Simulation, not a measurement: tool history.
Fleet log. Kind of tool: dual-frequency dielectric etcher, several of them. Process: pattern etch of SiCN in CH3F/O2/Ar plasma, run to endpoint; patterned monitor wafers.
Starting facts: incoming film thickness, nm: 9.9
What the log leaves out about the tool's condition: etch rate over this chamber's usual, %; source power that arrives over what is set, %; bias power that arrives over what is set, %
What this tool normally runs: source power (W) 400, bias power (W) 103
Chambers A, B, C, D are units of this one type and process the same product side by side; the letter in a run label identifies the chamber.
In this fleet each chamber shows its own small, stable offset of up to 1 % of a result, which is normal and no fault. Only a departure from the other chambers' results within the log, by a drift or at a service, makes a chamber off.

| run | hour | source power (W) | bias power (W) | hours since the last wet clean | hours since the last source power generator calibration | hours since the last bias power generator calibration | endpoint time (s) |
|---|---|---|---|---|---|---|---|
| 1C | 11.4 | 400 | 103 | 315.8 | 1670.2 | 1982.9 | 23.069 |
|  | 20.0 | chamber C: wet clean of the chamber |
| 2D | 20.4 | 400 | 103 | 256.5 | 2238.6 | 1214.3 | 23.330 |
| 3B | 30.8 | 400 | 103 | 31.1 | 1077.3 | 2331.5 | 23.073 |
| 4A | 40.6 | 400 | 103 | 294.7 | 1911.4 | 3019.9 | 23.231 |
| 5C | 53.6 | 400 | 87 | 33.7 | 1712.4 | 2025.1 | 24.678 |
| 6B | 63.8 | 400 | 87 | 64.1 | 1110.3 | 2364.5 | 24.421 |
| 7D | 79.2 | 400 | 87 | 315.3 | 2297.4 | 1273.1 | 24.827 |
| 8A | 86.1 | 400 | 87 | 340.2 | 1956.9 | 3065.4 | 24.682 |
| 9C | 95.4 | 400 | 103 | 75.5 | 1754.2 | 2066.9 | 23.076 |
|  | 102.6 | chamber D: wet clean of the chamber |
| 10D | 109.1 | 400 | 103 | 6.6 | 2327.3 | 1303.0 | 23.273 |
| 11A | 119.4 | 400 | 79 | 373.5 | 1990.2 | 3098.7 | 25.319 |
| 12B | 128.3 | 400 | 79 | 128.6 | 1174.8 | 2429.0 | 25.462 |
| 13A | 139.6 | 400 | 79 | 393.7 | 2010.4 | 3118.9 | 25.311 |
| 14D | 152.9 | 400 | 79 | 50.4 | 2371.1 | 1346.8 | 25.600 |
| 15C | 168.7 | 400 | 91 | 148.8 | 1827.5 | 2140.2 | 24.325 |
| 16B | 180.7 | 400 | 91 | 181.0 | 1227.2 | 2481.4 | 24.261 |
| 17D | 192.9 | 400 | 91 | 90.4 | 2411.1 | 1386.8 | 24.427 |
| 18A | 204.5 | 400 | 91 | 458.6 | 2075.3 | 3183.8 | 23.930 |
| 19C | 218.2 | 300 | 127 | 198.3 | 1877.0 | 2189.7 | 23.571 |
| 20B | 227.1 | 300 | 127 | 227.4 | 1273.6 | 2527.8 | 23.628 |
| 21B | 235.0 | 300 | 127 | 235.3 | 1281.5 | 2535.7 | 23.642 |
| 22D | 250.4 | 300 | 127 | 147.9 | 2468.6 | 1444.3 | 23.683 |
| 23A | 259.7 | 400 | 103 | 513.8 | 2130.5 | 3239.0 | 22.787 |
| 24C | 266.6 | 400 | 103 | 246.7 | 1925.4 | 2238.1 | 23.091 |
| 25D | 277.2 | 400 | 103 | 174.7 | 2495.4 | 1471.1 | 23.296 |
| 26B | 292.4 | 400 | 103 | 292.7 | 1338.9 | 2593.1 | 23.127 |
| 27A | 302.2 | 400 | 86 | 556.3 | 2173.0 | 3281.5 | 24.287 |
| 28C | 313.5 | 400 | 86 | 293.6 | 1972.3 | 2285.0 | 24.710 |
| 29B | 324.0 | 400 | 86 | 324.3 | 1370.5 | 2624.7 | 24.807 |
| 30D | 331.1 | 400 | 86 | 228.6 | 2549.3 | 1525.0 | 24.960 |
| 31A | 343.1 | 400 | 103 | 597.2 | 2213.9 | 3322.4 | 22.602 |
|  | 346.6 | chamber C: wet clean of the chamber |
| 32C | 358.3 | 400 | 103 | 11.7 | 2017.1 | 2329.8 | 23.038 |
| 33A | 374.1 | 400 | 103 | 628.2 | 2244.9 | 3353.4 | 22.542 |
| 34B | 382.1 | 350 | 103 | 382.4 | 1428.6 | 2682.8 | 24.240 |
| 35D | 394.9 | 350 | 103 | 292.4 | 2613.1 | 1588.8 | 24.395 |
| 36C | 410.8 | 350 | 103 | 64.2 | 2069.6 | 2382.3 | 24.272 |
| 37D | 424.7 | 350 | 103 | 322.2 | 2642.9 | 1618.6 | 24.343 |
| 38C | 435.9 | 400 | 103 | 89.3 | 2094.7 | 2407.4 | 23.081 |

The same settings go to every chamber for the next run, one line per chamber below. Forecast the results for each:
| 39A | 447.3 | 400 | 103 |  |  |  | ? |
| 39B | 447.3 | 400 | 103 |  |  |  | ? |
| 39C | 447.3 | 400 | 103 |  |  |  | ? |
| 39D | 447.3 | 400 | 103 |  |  |  | ? |

| run | endpoint time (s) |
|---|---|
| 39A | 22.444 |
| 39B | 23.077 |
| 39C | 23.170 |
| 39D | 23.248 |
